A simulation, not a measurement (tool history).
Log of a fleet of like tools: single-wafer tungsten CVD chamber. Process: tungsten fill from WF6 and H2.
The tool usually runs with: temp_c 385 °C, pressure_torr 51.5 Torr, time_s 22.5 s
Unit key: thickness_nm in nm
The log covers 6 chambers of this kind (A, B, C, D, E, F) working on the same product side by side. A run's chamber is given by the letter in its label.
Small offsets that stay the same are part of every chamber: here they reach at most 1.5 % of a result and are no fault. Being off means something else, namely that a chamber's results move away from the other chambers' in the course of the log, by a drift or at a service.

| run | day | temp_c | pressure_torr | time_s | hours since the last thermocouple change | hours since the last manometer calibration | read-back reference wafer on the same gauge, thickness_nm | thickness_nm |
|---|---|---|---|---|---|---|---|---|
| 1B | 0.342 | 385 | 51.5 | 22.5 | 1004.6 | 208.4 | 64.461 | 62.984 |
| 2A | 0.575 | 385 | 51.5 | 22.5 | 2151.0 | 123.5 | 64.456 | 63.291 |
| 3C | 0.746 | 385 | 51.5 | 22.5 | 732.8 | 2869.8 | 64.524 | 63.342 |
| 4E | 1.104 | 385 | 51.5 | 22.5 | 1016.4 | 1738.9 | 64.537 | 62.219 |
| 5D | 1.300 | 385 | 51.5 | 22.5 | 931.2 | 1134.0 | 64.464 | 63.300 |
| 6F | 1.612 | 385 | 51.5 | 22.5 | 103.1 | 1427.8 | 64.503 | 63.349 |
| 7D | 1.892 | 385 | 51.5 | 22.5 | 945.4 | 1148.2 | 64.534 | 63.458 |
| 8C | 2.112 | 385 | 51.5 | 22.5 | 765.6 | 2902.6 | 64.514 | 63.136 |
| 9B | 2.292 | 385 | 51.5 | 22.5 | 1051.4 | 255.2 | 64.488 | 63.010 |
| 10F | 2.525 | 385 | 51.5 | 22.5 | 125.0 | 1449.7 | 64.506 | 64.037 |
| 11A | 2.688 | 376 | 47.6 | 22.5 | 2201.7 | 174.2 | 64.486 | 50.786 |
| 12E | 3.062 | 376 | 47.6 | 22.5 | 1063.4 | 1785.9 | 64.495 | 50.095 |
| 13F | 3.246 | 376 | 47.6 | 22.5 | 142.3 | 1467.0 | 64.495 | 50.993 |
| 14A | 3.596 | 376 | 47.6 | 22.5 | 2223.5 | 196.0 | 64.507 | 51.518 |
| 15E | 3.871 | 376 | 47.6 | 22.5 | 1082.8 | 1805.3 | 64.511 | 50.159 |
| 16D | 4.229 | 376 | 47.6 | 22.5 | 1001.5 | 1204.3 | 64.492 | 50.642 |
| 17B | 4.538 | 385 | 51.5 | 22.5 | 1105.3 | 309.1 | 64.503 | 62.929 |
| 18C | 4.812 | 385 | 51.5 | 22.5 | 830.4 | 2967.4 | 64.501 | 63.526 |
| 19E | 5.112 | 385 | 51.5 | 22.5 | 1112.6 | 1835.1 | 64.544 | 62.000 |
|  | 5.308 | chamber D: capacitance manometer re-zeroed and calibrated |
| 20F | 5.425 | 385 | 51.5 | 22.5 | 194.6 | 1519.3 | 64.506 | 63.276 |
| 21C | 5.675 | 385 | 51.5 | 22.5 | 851.1 | 2988.1 | 64.538 | 63.348 |
| 22D | 5.938 | 385 | 51.5 | 22.5 | 1042.5 | 15.2 | 64.476 | 65.031 |
| 23A | 6.125 | 385 | 51.5 | 22.5 | 2284.2 | 256.7 | 64.519 | 63.199 |
| 24B | 6.338 | 385 | 51.5 | 22.5 | 1148.5 | 352.3 | 64.481 | 62.760 |
| 25C | 6.512 | 385 | 51.5 | 22.5 | 871.2 | 3008.2 | 64.482 | 63.495 |
| 26D | 6.767 | 385 | 51.5 | 22.5 | 1062.4 | 35.1 | 64.453 | 65.035 |
|  | 6.842 | chamber B: thermocouple changed; heater temperature recalibrated |
| 27B | 6.954 | 385 | 51.5 | 22.5 | 2.7 | 367.1 | 64.511 | 63.152 |
| 28F | 7.158 | 385 | 51.5 | 22.5 | 236.2 | 1560.9 | 64.555 | 63.639 |
| 29A | 7.433 | 385 | 51.5 | 22.5 | 2315.6 | 288.1 | 64.527 | 63.489 |
| 30E | 7.704 | 385 | 51.5 | 22.5 | 1174.8 | 1897.3 | 64.496 | 62.088 |
| 31D | 7.896 | 385 | 51.5 | 22.5 | 1089.5 | 62.2 | 64.510 | 65.195 |
| 32E | 8.258 | 385 | 51.5 | 22.5 | 1188.1 | 1910.6 | 64.527 | 61.960 |
| 33A | 8.579 | 385 | 51.5 | 22.5 | 2343.1 | 315.6 | 64.514 | 63.425 |
|  | 8.767 | chamber A: thermocouple changed; heater temperature recalibrated |
| 34F | 8.833 | 385 | 51.5 | 22.5 | 276.4 | 1601.1 | 64.493 | 63.801 |
| 35C | 9.033 | 385 | 51.5 | 22.5 | 931.7 | 3068.7 | 64.522 | 63.580 |
| 36B | 9.392 | 385 | 42.2 | 26.5 | 61.2 | 425.6 | 64.438 | 67.901 |
| 37A | 9.696 | 385 | 42.2 | 26.5 | 22.3 | 342.4 | 64.535 | 68.114 |
| 38F | 9.917 | 385 | 42.2 | 26.5 | 302.4 | 1627.1 | 64.478 | 68.383 |
| 39C | 10.121 | 385 | 42.2 | 26.5 | 957.8 | 3094.8 | 64.526 | 68.199 |

The same settings go to every chamber for the next run, one line per chamber below. Forecast the results for each:
| 40A | 10.388 | 385 | 47.2 | 22.5 |  |  |  | ? |
| 40B | 10.388 | 385 | 47.2 | 22.5 |  |  |  | ? |
| 40C | 10.388 | 385 | 47.2 | 22.5 |  |  |  | ? |
| 40D | 10.388 | 385 | 47.2 | 22.5 |  |  |  | ? |
| 40E | 10.388 | 385 | 47.2 | 22.5 |  |  |  | ? |
| 40F | 10.388 | 385 | 47.2 | 22.5 |  |  |  | ? |

| run | thickness_nm |
|---|---|
| 40A | 61.121 |
| 40B | 60.438 |
| 40C | 60.592 |
| 40D | 62.878 |
| 40E | 59.869 |
| 40F | 61.084 |
